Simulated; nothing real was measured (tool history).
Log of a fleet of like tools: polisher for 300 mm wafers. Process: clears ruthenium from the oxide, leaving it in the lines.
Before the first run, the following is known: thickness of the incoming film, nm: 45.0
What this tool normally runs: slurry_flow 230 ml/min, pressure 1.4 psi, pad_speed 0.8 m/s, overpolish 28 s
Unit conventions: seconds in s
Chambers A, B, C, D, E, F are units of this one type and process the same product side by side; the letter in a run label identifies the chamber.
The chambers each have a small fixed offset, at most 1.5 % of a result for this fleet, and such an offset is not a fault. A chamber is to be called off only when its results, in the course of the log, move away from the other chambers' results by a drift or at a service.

{"run": "1B", "hour": 7.6, "slurry_flow": 230, "pressure": 1.4, "pad_speed": 0.8, "overpolish": 28, "seconds": 74.099}
{"hour": 15.9, "done": "chamber F: worn pad replaced by a new one"}
{"run": "2A", "hour": 16.3, "slurry_flow": 230, "pressure": 1.4, "pad_speed": 0.8, "overpolish": 28, "seconds": 75.622}
{"hour": 21.6, "done": "chamber A: worn pad replaced by a new one"}
{"run": "3D", "hour": 28.9, "slurry_flow": 230, "pressure": 1.4, "pad_speed": 0.8, "overpolish": 28, "seconds": 74.023}
{"run": "4C", "hour": 37.8, "slurry_flow": 230, "pressure": 1.4, "pad_speed": 0.8, "overpolish": 28, "seconds": 74.991}
{"run": "5F", "hour": 48.1, "slurry_flow": 230, "pressure": 1.4, "pad_speed": 0.8, "overpolish": 28, "seconds": 73.954}
{"hour": 59.6, "done": "chamber C: head pressure recalibrated"}
{"run": "6E", "hour": 64.1, "slurry_flow": 230, "pressure": 1.4, "pad_speed": 0.8, "overpolish": 28, "seconds": 74.485}
{"hour": 72.4, "done": "chamber B: worn pad replaced by a new one"}
{"run": "7E", "hour": 75.8, "slurry_flow": 230, "pressure": 1.4, "pad_speed": 0.8, "overpolish": 28, "seconds": 74.115}
{"run": "8A", "hour": 91.8, "slurry_flow": 230, "pressure": 1.4, "pad_speed": 0.8, "overpolish": 28, "seconds": 75.308}
{"hour": 94.6, "done": "chamber B: head pressure recalibrated"}
{"run": "9C", "hour": 100.5, "slurry_flow": 230, "pressure": 1.4, "pad_speed": 0.8, "overpolish": 28, "seconds": 74.717}
{"hour": 105.5, "done": "chamber F: worn pad replaced by a new one"}
{"hour": 106.3, "done": "chamber C: worn pad replaced by a new one"}
{"run": "10F", "hour": 111.1, "slurry_flow": 230, "pressure": 1.4, "pad_speed": 0.8, "overpolish": 28, "seconds": 74.427}
{"run": "11D", "hour": 120.1, "slurry_flow": 230, "pressure": 1.4, "pad_speed": 0.8, "overpolish": 28, "seconds": 75.556}
{"run": "12B", "hour": 127.3, "slurry_flow": 230, "pressure": 1.4, "pad_speed": 0.8, "overpolish": 28, "seconds": 74.195}
{"run": "13F", "hour": 135.3, "slurry_flow": 230, "pressure": 1.4, "pad_speed": 0.8, "overpolish": 28, "seconds": 72.885}
{"hour": 147.6, "done": "chamber D: worn pad replaced by a new one"}
{"run": "14B", "hour": 149.0, "slurry_flow": 230, "pressure": 1.4, "pad_speed": 0.8, "overpolish": 28, "seconds": 74.674}
{"hour": 151.3, "done": "chamber A: worn pad replaced by a new one"}
{"run": "15D", "hour": 157.2, "slurry_flow": 230, "pressure": 1.4, "pad_speed": 0.8, "overpolish": 28, "seconds": 75.212}
{"hour": 157.5, "done": "chamber E: worn pad replaced by a new one"}
{"run": "16A", "hour": 165.3, "slurry_flow": 230, "pressure": 1.4, "pad_speed": 0.8, "overpolish": 28, "seconds": 76.77}
{"run": "17E", "hour": 174.4, "slurry_flow": 230, "pressure": 1.4, "pad_speed": 0.8, "overpolish": 28, "seconds": 74.876}
{"run": "18C", "hour": 181.6, "slurry_flow": 230, "pressure": 1.4, "pad_speed": 0.8, "overpolish": 28, "seconds": 72.839}
{"hour": 186.9, "done": "chamber D: slurry nozzle cleaned"}
{"run": "19F", "hour": 195.7, "slurry_flow": 230, "pressure": 1.4, "pad_speed": 0.8, "overpolish": 28, "seconds": 75.227}
{"hour": 195.8, "done": "chamber B: worn pad replaced by a new one"}
{"run": "20C", "hour": 204.5, "slurry_flow": 230, "pressure": 1.4, "pad_speed": 0.8, "overpolish": 34, "seconds": 73.054}
{"hour": 213.9, "done": "chamber F: worn pad replaced by a new one"}
{"run": "21B", "hour": 219.1, "slurry_flow": 230, "pressure": 1.4, "pad_speed": 0.8, "overpolish": 34, "seconds": 72.772}
{"run": "22E", "hour": 231.0, "slurry_flow": 230, "pressure": 1.4, "pad_speed": 0.8, "overpolish": 34, "seconds": 73.912}
{"run": "23A", "hour": 241.9, "slurry_flow": 230, "pressure": 1.4, "pad_speed": 0.8, "overpolish": 34, "seconds": 79.783}
{"run": "24D", "hour": 254.6, "slurry_flow": 230, "pressure": 1.4, "pad_speed": 0.8, "overpolish": 34, "seconds": 73.726}
{"hour": 261.6, "done": "chamber E: head pressure recalibrated"}
{"hour": 263.1, "done": "chamber C: worn pad replaced by a new one"}
{"run": "25B", "hour": 263.4, "slurry_flow": 230, "pressure": 1.4, "pad_speed": 0.8, "overpolish": 34, "seconds": 73.61}
{"hour": 272.9, "done": "chamber D: head pressure recalibrated"}
{"run": "26F", "hour": 276.6, "slurry_flow": 230, "pressure": 1.4, "pad_speed": 0.8, "overpolish": 28, "seconds": 74.357}
{"hour": 283.2, "done": "chamber A: worn pad replaced by a new one"}
{"run": "27E", "hour": 287.7, "slurry_flow": 230, "pressure": 1.4, "pad_speed": 0.8, "overpolish": 28, "seconds": 74.933}
{"hour": 293.4, "done": "chamber C: slurry nozzle cleaned"}
{"run": "28D", "hour": 298.5, "slurry_flow": 230, "pressure": 1.4, "pad_speed": 0.8, "overpolish": 28, "seconds": 74.531}
{"hour": 305.9, "done": "chamber D: worn pad replaced by a new one"}
{"hour": 307.4, "done": "chamber B: worn pad replaced by a new one"}
{"run": "29A", "hour": 313.4, "slurry_flow": 230, "pressure": 1.4, "pad_speed": 0.8, "overpolish": 28, "seconds": 82.566}
{"hour": 320.6, "done": "chamber F: worn pad replaced by a new one"}
{"hour": 326.2, "done": "chamber F: slurry nozzle cleaned"}
{"run": "30C", "hour": 327.6, "slurry_flow": 230, "pressure": 1.4, "pad_speed": 0.8, "overpolish": 28, "seconds": 76.227}
{"run": "31F", "hour": 335.3, "slurry_flow": 230, "pressure": 1.4, "pad_speed": 0.8, "overpolish": 28, "seconds": 74.164}
{"run": "32E", "hour": 348.5, "slurry_flow": 230, "pressure": 1.4, "pad_speed": 0.8, "overpolish": 28, "seconds": 75.026}
{"run": "33C", "hour": 361.9, "slurry_flow": 230, "pressure": 1.4, "pad_speed": 0.8, "overpolish": 28, "seconds": 73.154}
{"run": "34D", "hour": 373.3, "slurry_flow": 230, "pressure": 1.4, "pad_speed": 0.8, "overpolish": 28, "seconds": 73.536}
{"run": "35B", "hour": 383.0, "slurry_flow": 230, "pressure": 1.4, "pad_speed": 0.8, "overpolish": 28, "seconds": 73.086}
{"run": "36A", "hour": 390.6, "slurry_flow": 230, "pressure": 1.4, "pad_speed": 0.8, "overpolish": 28, "seconds": 83.23}
{"run": "37E", "hour": 401.5, "slurry_flow": 230, "pressure": 1.4, "pad_speed": 0.8, "overpolish": 28, "seconds": 73.923}
{"run": "38B", "hour": 409.8, "slurry_flow": 230, "pressure": 1.4, "pad_speed": 1.08, "overpolish": 28, "seconds": 55.804}

Which is it: a chamber that has drifted or been left off by a service, a gauge drift common to all chambers, or only each chamber's usual small offset? If a chamber is off, name it and its likeliest cause.

Little by little, chamber A moves away from the other chambers.
Likeliest cause: head's pressure below its setpoint, % = 10.6.

Here are 4 candidates for chamber A's next run, each the usual settings with a change, their results left as question marks. Which one brings its results back in line with what the others give on the usual settings?
In-line tolerance around the mean of the other chambers on the usual settings: seconds 3.4 s
{"run": "39A-1", "hour": 421.3, "slurry_flow": 230, "pressure": 1.4, "pad_speed": 0.84, "overpolish": 28, "seconds": "?"}
{"run": "39A-2", "hour": 421.3, "slurry_flow": 230, "pressure": 1.3, "pad_speed": 0.76, "overpolish": 28, "seconds": "?"}
{"run": "39A-3", "hour": 421.3, "slurry_flow": 230, "pressure": 1.6, "pad_speed": 0.8, "overpolish": 28, "seconds": "?"}
{"run": "39A-4", "hour": 421.3, "slurry_flow": 230, "pressure": 1.4, "pad_speed": 0.76, "overpolish": 28, "seconds": "?"}

On the usual settings, the other chambers give on average: seconds 74.535 s
run=39A-1 seconds=80.383
run=39A-2 seconds=95.767
run=39A-3 seconds=73.718
run=39A-4 seconds=88.831
The right change is 39A-3: it brings the chamber back within the allowed miss of the others.
